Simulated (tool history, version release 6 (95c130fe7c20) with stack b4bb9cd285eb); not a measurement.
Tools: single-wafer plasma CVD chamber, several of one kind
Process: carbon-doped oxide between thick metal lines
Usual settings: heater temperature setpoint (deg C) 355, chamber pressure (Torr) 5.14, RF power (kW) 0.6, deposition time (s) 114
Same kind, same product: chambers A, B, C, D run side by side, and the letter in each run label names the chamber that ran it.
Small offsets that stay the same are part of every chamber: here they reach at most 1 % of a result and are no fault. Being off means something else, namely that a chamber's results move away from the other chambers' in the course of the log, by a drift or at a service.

run,hour,heater temperature setpoint (deg C),chamber pressure (Torr),RF power (kW),deposition time (s),"read-back reference wafer on the same gauge, thickness_nm",mean film thickness on the monitor wafer (nm)
1C,13.8,355,5.14,0.6,114,638.92,630.3
2B,23.6,355,5.14,0.6,114,639.21,637.79
3A,32.1,355,5.14,0.6,114,639.73,640.37
4D,45.8,355,5.14,0.6,114,639.15,638.54
5A,58.4,355,5.14,0.6,114,638.77,639.2
6D,65.3,355,5.14,0.6,114,638.9,640.46
7C,73.1,355,5.14,0.6,114,638.76,630.36
8B,79.7,355,5.14,0.6,114,639.07,635.51
# hour 82.7: chamber C: RF generator calibrated
9D,92.6,355,5.14,0.6,114,638.82,641.37
10C,105.8,355,5.14,0.6,114,639.49,632.3
11A,117.1,355,5.14,0.6,114,639.31,638.33
12B,128.8,355,5.14,0.6,114,639.69,636.57
13B,141.7,355,5.14,0.6,114,638.68,636.53
14C,150.2,355,5.14,0.6,114,639.02,635.97
15D,159,355,5.14,0.6,114,639.05,640.48
16A,168.1,355,5.14,0.6,114,638.99,636.8
17C,176.6,355,5.14,0.6,114,639.28,631.71
18A,182.9,355,5.14,0.6,114,639.09,633.98
19B,196.9,355,5.14,0.6,114,638.97,639.45
20D,204.8,355,5.14,0.6,114,639.02,641.5
# hour 208.4: chamber B: capacitance manometer re-zeroed and calibrated
21B,214.9,355,5.14,0.6,114,638.67,637.06
22A,228.4,355,5.14,0.6,114,639.37,630
23C,234.6,355,5.14,0.6,114,639.1,629.81
24D,244.1,341,4.41,0.6,114,638.56,646.89
25C,252.7,341,4.41,0.6,114,639.02,638.5
26D,260.6,341,4.41,0.6,114,638.58,648.65
27A,270.5,341,4.41,0.6,114,639.35,635.51
28B,281.6,355,5.68,0.6,114,639.35,646.21
29D,294,355,5.68,0.6,114,638.97,647.78
30A,303.3,355,5.68,0.6,114,638.83,636.35
# hour 313.7: chamber C: thermocouple changed; heater temperature recalibrated
31B,313.9,355,5.68,0.6,114,638.95,647.52
32C,323,361,5.14,0.6,114,638.93,620.32
33A,334.3,361,5.14,0.6,114,639.29,615.84
34D,342.5,361,5.14,0.6,114,638.79,632.32
35B,351.4,361,5.14,0.6,114,639.02,629.66
36C,359.5,355,5.14,0.6,114,639.18,633.18

For the next run the whole fleet of 4 chambers uses the same settings. Give each chamber's results:
37A,369.6,355,5.14,0.6,97,,?
37B,369.6,355,5.14,0.6,97,,?
37C,369.6,355,5.14,0.6,97,,?
37D,369.6,355,5.14,0.6,97,,?

run,mean film thickness on the monitor wafer (nm)
37A,529.99
37B,542.1
37C,538.31
37D,546.16

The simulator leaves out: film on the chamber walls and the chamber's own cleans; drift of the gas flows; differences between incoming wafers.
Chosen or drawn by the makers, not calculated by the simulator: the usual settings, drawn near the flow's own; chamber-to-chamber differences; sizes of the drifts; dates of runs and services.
